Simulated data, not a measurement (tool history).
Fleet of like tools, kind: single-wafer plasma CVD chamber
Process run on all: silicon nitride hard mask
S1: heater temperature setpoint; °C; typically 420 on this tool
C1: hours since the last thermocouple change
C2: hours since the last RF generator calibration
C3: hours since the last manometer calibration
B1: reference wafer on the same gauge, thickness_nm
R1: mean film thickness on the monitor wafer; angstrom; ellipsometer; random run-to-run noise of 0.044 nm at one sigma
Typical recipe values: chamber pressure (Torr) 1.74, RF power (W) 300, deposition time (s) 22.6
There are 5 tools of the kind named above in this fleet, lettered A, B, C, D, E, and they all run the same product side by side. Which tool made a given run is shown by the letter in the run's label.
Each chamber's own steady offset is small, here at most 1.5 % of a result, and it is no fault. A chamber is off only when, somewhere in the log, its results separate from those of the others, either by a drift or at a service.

Run 1C, hour 4.1: usual settings; C1 1648.6; C2 121.5; C3 2960.7; B1 26.494. Result: R1 266.92 angstrom.
Run 2A, hour 7.4: usual settings; C1 331.7; C2 806.5; C3 2512.7; B1 26.506. Result: R1 261.82 angstrom.
Run 3D, hour 10.1: usual settings; C1 1349.2; C2 1268.6; C3 1129.5; B1 26.512. Result: R1 264.44 angstrom.
At hour 11.5: chamber A: capacitance manometer re-zeroed and calibrated.
Run 4E, hour 13.3: usual settings; C1 1905.9; C2 906.1; C3 1363.5; B1 26.516. Result: R1 260.85 angstrom.
Run 5B, hour 16.4: usual settings; C1 1356.6; C2 1667.6; C3 1139.6; B1 26.513. Result: R1 266.09 angstrom.
Run 6D, hour 18.8: usual settings; C1 1357.9; C2 1277.3; C3 1138.2; B1 26.533. Result: R1 264.32 angstrom.
Run 7B, hour 23.5: usual settings; C1 1363.7; C2 1674.7; C3 1146.7; B1 26.528. Result: R1 266.67 angstrom.
Run 8A, hour 26.7: usual settings; C1 351; C2 825.8; C3 15.2; B1 26.528. Result: R1 261.26 angstrom.
Run 9E, hour 31.8: usual settings; C1 1924.4; C2 924.6; C3 1382; B1 26.546. Result: R1 261.94 angstrom.
Run 10C, hour 35.9: usual settings; C1 1680.4; C2 153.3; C3 2992.5; B1 26.548. Result: R1 267.28 angstrom.
Run 11C, hour 40.2: usual settings; C1 1684.7; C2 157.6; C3 2996.8; B1 26.54. Result: R1 266.94 angstrom.
Run 12E, hour 44.2: usual settings but S1 430 °C; C1 1936.8; C2 937; C3 1394.4; B1 26.559. Result: R1 260.17 angstrom.
Run 13D, hour 46.5: usual settings but S1 430 °C; C1 1385.6; C2 1305; C3 1165.9; B1 26.558. Result: R1 263.7 angstrom.
Run 14A, hour 49.8: usual settings but S1 430 °C; C1 374.1; C2 848.9; C3 38.3; B1 26.558. Result: R1 260.32 angstrom.
Run 15B, hour 52.5: usual settings but S1 430 °C; C1 1392.7; C2 1703.7; C3 1175.7; B1 26.558. Result: R1 265.92 angstrom.
Run 16D, hour 57.6: usual settings but S1 430 °C; C1 1396.7; C2 1316.1; C3 1177; B1 26.569. Result: R1 264.14 angstrom.
Run 17B, hour 60.6: usual settings; C1 1400.8; C2 1711.8; C3 1183.8; B1 26.574. Result: R1 267.26 angstrom.
Run 18A, hour 64.7: usual settings but S1 411 °C, deposition time (s) 25.7; C1 389; C2 863.8; C3 53.2; B1 26.583. Result: R1 299.14 angstrom.
Run 19C, hour 68: usual settings but S1 411 °C, deposition time (s) 25.7; C1 1712.5; C2 185.4; C3 3024.6; B1 26.581. Result: R1 304.42 angstrom.
Run 20E, hour 73.2: usual settings but S1 411 °C, deposition time (s) 25.7; C1 1965.8; C2 966; C3 1423.4; B1 26.584. Result: R1 299.93 angstrom.
Run 21E, hour 75.9: usual settings but S1 411 °C, deposition time (s) 25.7; C1 1968.5; C2 968.7; C3 1426.1; B1 26.59. Result: R1 299.21 angstrom.
Run 22C, hour 81.2: usual settings but S1 411 °C, deposition time (s) 25.7; C1 1725.7; C2 198.6; C3 3037.8; B1 26.607. Result: R1 305.38 angstrom.
Run 23D, hour 85.1: usual settings; C1 1424.2; C2 1343.6; C3 1204.5; B1 26.597. Result: R1 264.94 angstrom.
Run 24B, hour 87.4: usual settings; C1 1427.6; C2 1738.6; C3 1210.6; B1 26.603. Result: R1 266.83 angstrom.
Run 25A, hour 92.7: usual settings; C1 417; C2 891.8; C3 81.2; B1 26.611. Result: R1 262.76 angstrom.
At hour 94.3: chamber C: capacitance manometer re-zeroed and calibrated.
Run 26B, hour 95.1: usual settings; C1 1435.3; C2 1746.3; C3 1218.3; B1 26.615. Result: R1 267.01 angstrom.
Run 27C, hour 100.2: usual settings but RF power (W) 270; C1 1744.7; C2 217.6; C3 6; B1 26.615. Result: R1 248.44 angstrom.
Run 28D, hour 103.6: usual settings but RF power (W) 270; C1 1442.7; C2 1362.1; C3 1223; B1 26.625. Result: R1 247.44 angstrom.
Run 29E, hour 105.9: usual settings but RF power (W) 270; C1 1998.5; C2 998.7; C3 1456.1; B1 26.635. Result: R1 244.74 angstrom.
Run 30A, hour 109.2: usual settings but RF power (W) 270; C1 433.5; C2 908.3; C3 97.7; B1 26.636. Result: R1 244.09 angstrom.
Run 31E, hour 112.5: usual settings but RF power (W) 270; C1 2005.1; C2 1005.3; C3 1462.7; B1 26.65. Result: R1 245.05 angstrom.
Run 32C, hour 117.1: usual settings but S1 431 °C; C1 1761.6; C2 234.5; C3 22.9; B1 26.638. Result: R1 265.99 angstrom.
Run 33A, hour 119.9: usual settings but S1 431 °C; C1 444.2; C2 919; C3 108.4; B1 26.639. Result: R1 261.63 angstrom.
Run 34D, hour 123.5: usual settings but S1 431 °C; C1 1462.6; C2 1382; C3 1242.9; B1 26.641. Result: R1 265.47 angstrom.
Run 35B, hour 127.6: usual settings but S1 431 °C; C1 1467.8; C2 1778.8; C3 1250.8; B1 26.659. Result: R1 267.09 angstrom.
Run 36D, hour 131.1: usual settings but S1 431 °C; C1 1470.2; C2 1389.6; C3 1250.5; B1 26.658. Result: R1 264.35 angstrom.
Run 37B, hour 134.8: usual settings but chamber pressure (Torr) 1.4; C1 1475; C2 1786; C3 1258; B1 26.646. Result: R1 251.71 angstrom.
Run 38C, hour 138.5: usual settings but chamber pressure (Torr) 1.4; C1 1783; C2 255.9; C3 44.3; B1 26.669. Result: R1 252.15 angstrom.
Run 39A, hour 141.7: usual settings but chamber pressure (Torr) 1.4; C1 466; C2 940.8; C3 130.2; B1 26.676. Result: R1 247.51 angstrom.
Run 40E, hour 145.6: usual settings but chamber pressure (Torr) 1.4; C1 2038.2; C2 1038.4; C3 1495.8; B1 26.676. Result: R1 247.16 angstrom.

Has any chamber moved away from the others, gradually or after a service, or does the common gauge drift, or do the chambers differ only by their own small steady offsets? State the chamber and the most likely cause if one applies.

Every chamber seems to shift together because the gauge that measures them all drifts; the chambers themselves are fine.
Cause: gauge reads high (%) = 0.683.

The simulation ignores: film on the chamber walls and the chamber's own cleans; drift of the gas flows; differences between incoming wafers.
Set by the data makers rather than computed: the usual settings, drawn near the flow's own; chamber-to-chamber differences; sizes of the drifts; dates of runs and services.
